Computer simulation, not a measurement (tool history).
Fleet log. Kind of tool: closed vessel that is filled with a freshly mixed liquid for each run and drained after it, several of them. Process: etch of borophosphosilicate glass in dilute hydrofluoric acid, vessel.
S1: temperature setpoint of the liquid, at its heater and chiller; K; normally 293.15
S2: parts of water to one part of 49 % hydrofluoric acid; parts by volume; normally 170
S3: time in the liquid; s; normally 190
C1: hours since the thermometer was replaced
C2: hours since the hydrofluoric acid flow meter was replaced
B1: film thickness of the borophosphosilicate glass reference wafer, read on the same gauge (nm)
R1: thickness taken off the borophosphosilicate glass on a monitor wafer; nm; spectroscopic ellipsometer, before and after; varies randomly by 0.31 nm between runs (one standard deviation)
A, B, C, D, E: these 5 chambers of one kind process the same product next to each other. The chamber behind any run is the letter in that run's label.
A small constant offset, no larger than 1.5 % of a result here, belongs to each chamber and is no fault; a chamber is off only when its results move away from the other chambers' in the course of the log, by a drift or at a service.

run   hour      S1   S2   S3      C1      C2      B1       R1
 1D    9.1  293.15  170  190   745.2   607.8  70.006   52.392
 2E   22.9  293.15  170  190  1412.2   187.0  70.031   53.004
 3B   35.8  293.15  170  190   380.4   354.0  69.992   53.274
 4A   48.1  293.15  170  190   503.5   280.8  69.987   52.640
 5C   56.8  293.15  170  190   406.5   131.4  69.994   51.164
 6E   64.8  295.15  120  190  1454.1   228.9  70.027   85.207
 7D   73.3  295.15  120  190   809.4   672.0  70.016   85.034
 8B   85.2  295.15  120  190   429.8   403.4  70.019   87.129
 9C   98.0  295.15  120  190   447.7   172.6  70.015   84.192
10A  109.2  295.15  120  190   564.6   341.9  70.009   86.504
11B  117.2  293.15  170  190   461.8   435.4  70.000   53.024
12A  130.5  293.15  170  190   585.9   363.2  70.020   52.634
13C  137.5  293.15  170  190   487.2   212.1  70.031   51.339
14E  151.4  290.65  170  190  1540.7   315.5  69.974   47.769
15D  164.2  290.65  170  190   900.3   762.9  69.986   47.569
     171.8  -- chamber D: thermometer replaced
16C  175.8  290.65  170  190   525.5   250.4  69.994   46.764
17A  185.6  290.65  170  190   641.0   418.3  69.991   48.449
18E  197.2  290.65  170  190  1586.5   361.3  69.995   47.826
     199.7  -- chamber B: hydrofluoric acid flow meter replaced
19D  210.8  293.15  170  190    39.0   809.5  69.959   52.924
20B  218.7  293.15  170  190   563.3    19.1  70.009   52.898
21B  233.1  293.15  170  190   577.7    33.5  70.034   52.195
22E  247.3  293.15  170  190  1636.6   411.4  70.013   53.448
23D  260.0  293.15  170  190    88.2   858.7  70.017   52.508
24C  269.8  293.15  240  100   619.5   344.4  70.003   17.811
25A  276.4  293.15  240  100   731.8   509.1  70.026   19.017
26A  283.4  293.15  240  100   738.8   516.1  70.003   18.899
27C  290.3  293.15  240  100   640.0   364.9  69.982   17.771
28B  300.8  293.15  240  100   645.4   101.2  70.006   18.126
29E  313.5  293.15  170  190  1702.8   477.6  69.996   52.282
30D  325.7  293.15  170  190   153.9   924.4  69.956   53.277
31C  334.3  295.65  105  190   684.0   408.9  69.969   99.447
32D  342.8  295.65  105  190   171.0   941.5  69.989  101.890
33B  352.2  295.65  105  190   696.8   152.6  69.995  103.640
34A  365.1  295.65  105  190   820.5   597.8  70.000  106.350
35E  378.3  295.65  105  190  1767.6   542.4  69.999  103.010
36A  386.4  293.15  170  190   841.8   619.1  69.999   54.895
37C  392.9  293.15  170  190   742.6   467.5  69.974   52.258
38D  406.9  293.15  170  190   235.1  1005.6  69.990   53.405

Each of the 5 chambers runs these same settings next. Fill in every chamber's results:
39A  417.2  293.15  170  190               ?
39B  417.2  293.15  170  190               ?
39C  417.2  293.15  170  190               ?
39D  417.2  293.15  170  190               ?
39E  417.2  293.15  170  190               ?

run      R1
39A  55.207
39B  52.994
39C  52.483
39D  52.958
39E  52.940

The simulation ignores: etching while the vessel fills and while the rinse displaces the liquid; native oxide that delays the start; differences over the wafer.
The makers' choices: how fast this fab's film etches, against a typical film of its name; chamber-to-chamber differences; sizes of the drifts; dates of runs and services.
